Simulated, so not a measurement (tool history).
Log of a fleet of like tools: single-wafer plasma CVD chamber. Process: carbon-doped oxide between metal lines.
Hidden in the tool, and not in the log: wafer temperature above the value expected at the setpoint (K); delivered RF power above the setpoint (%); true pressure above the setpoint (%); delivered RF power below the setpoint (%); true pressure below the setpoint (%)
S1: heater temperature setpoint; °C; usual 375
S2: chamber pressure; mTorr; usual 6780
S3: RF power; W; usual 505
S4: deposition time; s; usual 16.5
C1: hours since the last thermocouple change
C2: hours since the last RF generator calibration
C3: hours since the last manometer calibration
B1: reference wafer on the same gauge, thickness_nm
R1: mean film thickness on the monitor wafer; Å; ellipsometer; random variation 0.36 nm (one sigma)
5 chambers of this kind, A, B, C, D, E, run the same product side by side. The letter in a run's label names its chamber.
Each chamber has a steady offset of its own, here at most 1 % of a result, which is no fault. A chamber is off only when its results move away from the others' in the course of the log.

run,hour,S1,S2,S3,S4,C1,C2,C3,B1,R1
1B,4.9,375,6780,505,16.5,1500.6,603.8,2434.2,78.517,825.11
2E,14.5,375,6780,505,16.5,1145.8,571.8,1597.5,78.575,829.41
3A,21.2,375,6780,505,16.5,665.9,978.4,922.8,78.607,829.89
4D,30.6,375,6780,505,16.5,790.2,880.5,2245.4,78.676,842.21
# hour 32.9: chamber D: thermocouple changed; heater temperature recalibrated
5C,36.6,375,6780,505,16.5,339.2,1931.9,727.1,78.592,818.34
6C,43.4,375,5760,505,17.6,346,1938.7,733.9,78.544,859.97
7D,48.6,375,5760,505,17.6,15.7,898.5,2263.4,78.651,880.34
8A,57.3,375,5760,505,17.6,702,1014.5,958.9,78.629,882.97
9E,63.9,375,5760,505,17.6,1195.2,621.2,1646.9,78.55,871.16
10B,68.9,375,5760,505,17.6,1564.6,667.8,2498.2,78.593,859.6
11E,77.4,375,6780,505,16.5,1208.7,634.7,1660.4,78.603,834.31
12D,84.2,375,6780,505,16.5,51.3,934.1,2299,78.607,839
# hour 86.9: chamber D: capacitance manometer re-zeroed and calibrated
13C,95,375,6780,505,16.5,397.6,1990.3,785.5,78.584,823.15
14A,103.4,375,8030,505,16.5,748.1,1060.6,1005,78.639,841.54
15B,113.9,375,8030,505,16.5,1609.6,712.8,2543.2,78.534,828.34
16C,122.7,375,8030,505,16.5,425.3,2018,813.2,78.598,834.55
17E,128.5,375,8030,505,16.5,1259.8,685.8,1711.5,78.564,838.72
18A,136.2,375,8030,505,16.5,780.9,1093.4,1037.8,78.55,838.9
19B,141.7,375,6780,505,16.5,1637.4,740.6,2571,78.554,818.82
20D,148.5,375,6780,505,16.5,115.6,998.4,61.7,78.616,838.35
# hour 152.9: chamber B: capacitance manometer re-zeroed and calibrated
21A,153.9,375,6780,505,16.5,798.6,1111.1,1055.5,78.616,829.12
# hour 159.5: chamber B: thermocouple changed; heater temperature recalibrated
22E,163.4,389,6780,465,16.5,1294.7,720.7,1746.4,78.596,764.41
23D,173.6,389,6780,465,16.5,140.7,1023.5,86.8,78.552,772.84
24B,181.3,389,6780,465,16.5,21.8,780.2,28.5,78.537,755.48
25C,188.7,389,6780,465,16.5,491.3,2084,879.2,78.587,762.75
26C,197.9,389,6780,465,16.5,500.5,2093.2,888.4,78.613,764.74
27E,205.5,375,6780,505,16.5,1336.8,762.8,1788.5,78.494,825.65
28B,210.6,375,6780,505,16.5,51.1,809.5,57.8,78.666,817.18
29A,217.3,375,6780,505,16.5,862,1174.5,1118.9,78.694,834.71
30D,224.1,375,6780,505,16.5,191.2,1074,137.3,78.676,831.95
31C,229.7,375,6780,505,16.5,532.3,2125,920.2,78.574,825.83
# hour 231.7: chamber A: thermocouple changed; heater temperature recalibrated
32E,235.7,375,6780,505,16.5,1367,793,1818.7,78.602,831.47
33A,241.5,375,6780,505,16.5,9.9,1198.7,1143.1,78.631,830.12
34D,246.9,375,6780,505,16.5,214,1096.8,160.1,78.53,837.5
35B,257,375,6780,505,16.5,97.5,855.9,104.2,78.583,808.65
36E,265.7,375,6780,505,16.5,1397,823,1848.7,78.542,826.27
37C,276.3,375,6780,505,16.5,578.9,2171.6,966.8,78.604,825.39
38A,282,375,6780,505,16.5,50.4,1239.2,1183.6,78.71,839.34
39B,288.2,375,6780,505,16.5,128.7,887.1,135.4,78.656,808.68
40D,297.2,375,6780,545,16.5,264.3,1147.1,210.4,78.577,877.53
41E,308.3,375,6780,545,16.5,1439.6,865.6,1891.3,78.612,870.48
42A,314.7,375,6780,545,16.5,83.1,1271.9,1216.3,78.539,875.26
43C,323.3,375,6780,545,16.5,625.9,2218.6,1013.8,78.627,866.2

All 5 chambers run these settings next. Forecast each chamber's results:
44A,331.3,375,6780,505,18.1,,,,,?
44B,331.3,375,6780,505,18.1,,,,,?
44C,331.3,375,6780,505,18.1,,,,,?
44D,331.3,375,6780,505,18.1,,,,,?
44E,331.3,375,6780,505,18.1,,,,,?

run,R1
44A,911.4
44B,873.4
44C,896.56
44D,920.89
44E,912.74
